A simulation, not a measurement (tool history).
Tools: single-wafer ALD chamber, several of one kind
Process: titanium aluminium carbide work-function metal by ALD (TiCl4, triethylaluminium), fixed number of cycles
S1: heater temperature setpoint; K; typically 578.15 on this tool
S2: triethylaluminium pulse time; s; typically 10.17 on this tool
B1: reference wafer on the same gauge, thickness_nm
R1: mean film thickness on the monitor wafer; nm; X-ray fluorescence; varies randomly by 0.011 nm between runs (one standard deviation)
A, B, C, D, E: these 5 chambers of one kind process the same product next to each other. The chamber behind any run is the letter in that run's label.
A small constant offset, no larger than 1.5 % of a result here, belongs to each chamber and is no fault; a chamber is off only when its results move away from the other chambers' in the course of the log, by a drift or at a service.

{"run": "1E", "hour": 4.5, "S1": 578.15, "S2": 10.17, "B1": 1.7594, "R1": 2.0206}
{"run": "2D", "hour": 9.9, "S1": 578.15, "S2": 10.17, "B1": 1.7593, "R1": 2.0504}
{"run": "3B", "hour": 13.3, "S1": 578.15, "S2": 10.17, "B1": 1.7581, "R1": 2.04}
{"run": "4C", "hour": 18.1, "S1": 578.15, "S2": 10.17, "B1": 1.7587, "R1": 2.0828}
{"run": "5A", "hour": 22.9, "S1": 578.15, "S2": 10.17, "B1": 1.7571, "R1": 2.0667}
{"run": "6A", "hour": 28.0, "S1": 568.15, "S2": 10.17, "B1": 1.7587, "R1": 1.981}
{"run": "7B", "hour": 33.4, "S1": 568.15, "S2": 10.17, "B1": 1.7608, "R1": 1.938}
{"run": "8E", "hour": 37.6, "S1": 568.15, "S2": 10.17, "B1": 1.7616, "R1": 1.946}
{"run": "9D", "hour": 42.3, "S1": 568.15, "S2": 10.17, "B1": 1.763, "R1": 1.9575}
{"run": "10C", "hour": 47.4, "S1": 568.15, "S2": 10.17, "B1": 1.7611, "R1": 1.9728}
{"run": "11D", "hour": 53.2, "S1": 578.15, "S2": 10.17, "B1": 1.7608, "R1": 2.0292}
{"run": "12E", "hour": 57.2, "S1": 578.15, "S2": 10.17, "B1": 1.7608, "R1": 2.0432}
{"run": "13C", "hour": 62.6, "S1": 578.15, "S2": 10.17, "B1": 1.7609, "R1": 2.0707}
{"run": "14B", "hour": 67.1, "S1": 578.15, "S2": 10.17, "B1": 1.7593, "R1": 2.0017}
{"run": "15A", "hour": 72.5, "S1": 578.15, "S2": 10.17, "B1": 1.76, "R1": 2.0746}
{"run": "16A", "hour": 75.4, "S1": 578.15, "S2": 10.17, "B1": 1.7613, "R1": 2.0513}
{"run": "17B", "hour": 79.5, "S1": 578.15, "S2": 10.17, "B1": 1.76, "R1": 2.0293}
{"run": "18D", "hour": 83.9, "S1": 578.15, "S2": 10.17, "B1": 1.7608, "R1": 2.063}
{"run": "19C", "hour": 87.6, "S1": 578.15, "S2": 10.17, "B1": 1.758, "R1": 2.0609}
{"run": "20E", "hour": 92.9, "S1": 578.15, "S2": 10.17, "B1": 1.7624, "R1": 2.0261}
{"run": "21C", "hour": 98.6, "S1": 578.15, "S2": 10.17, "B1": 1.7612, "R1": 2.0492}
{"run": "22E", "hour": 102.8, "S1": 578.15, "S2": 10.17, "B1": 1.7589, "R1": 2.0213}
{"run": "23D", "hour": 107.0, "S1": 578.15, "S2": 10.17, "B1": 1.7612, "R1": 2.0595}
{"run": "24B", "hour": 111.1, "S1": 578.15, "S2": 10.17, "B1": 1.7609, "R1": 2.0034}
{"run": "25A", "hour": 116.5, "S1": 578.15, "S2": 10.17, "B1": 1.7583, "R1": 2.0602}
{"run": "26E", "hour": 119.2, "S1": 578.15, "S2": 10.17, "B1": 1.7606, "R1": 2.0242}
{"run": "27A", "hour": 123.0, "S1": 578.15, "S2": 10.17, "B1": 1.7581, "R1": 2.0657}
{"run": "28C", "hour": 127.6, "S1": 578.15, "S2": 10.17, "B1": 1.7579, "R1": 2.075}
{"run": "29B", "hour": 131.2, "S1": 578.15, "S2": 10.17, "B1": 1.7591, "R1": 2.0146}
{"run": "30D", "hour": 136.0, "S1": 578.15, "S2": 10.17, "B1": 1.7588, "R1": 2.0378}
{"run": "31B", "hour": 139.5, "S1": 578.15, "S2": 10.17, "B1": 1.7613, "R1": 2.0233}
{"run": "32A", "hour": 143.8, "S1": 578.15, "S2": 10.17, "B1": 1.7607, "R1": 2.0699}
{"run": "33E", "hour": 148.6, "S1": 578.15, "S2": 10.17, "B1": 1.7603, "R1": 2.0473}
{"run": "34C", "hour": 152.7, "S1": 578.15, "S2": 10.17, "B1": 1.7619, "R1": 2.0479}
{"run": "35D", "hour": 157.1, "S1": 593.15, "S2": 13.86, "B1": 1.7614, "R1": 2.2319}
{"run": "36E", "hour": 160.8, "S1": 593.15, "S2": 13.86, "B1": 1.7611, "R1": 2.2089}
{"run": "37D", "hour": 165.3, "S1": 593.15, "S2": 13.86, "B1": 1.7594, "R1": 2.2487}

All 5 chambers run these settings next. Forecast each chamber's results:
{"run": "38A", "hour": 169.4, "S1": 578.15, "S2": 10.17, "R1": "?"}
{"run": "38B", "hour": 169.4, "S1": 578.15, "S2": 10.17, "R1": "?"}
{"run": "38C", "hour": 169.4, "S1": 578.15, "S2": 10.17, "R1": "?"}
{"run": "38D", "hour": 169.4, "S1": 578.15, "S2": 10.17, "R1": "?"}
{"run": "38E", "hour": 169.4, "S1": 578.15, "S2": 10.17, "R1": "?"}

run=38A R1=2.0620
run=38B R1=2.0213
run=38C R1=2.0695
run=38D R1=2.0322
run=38E R1=2.0476
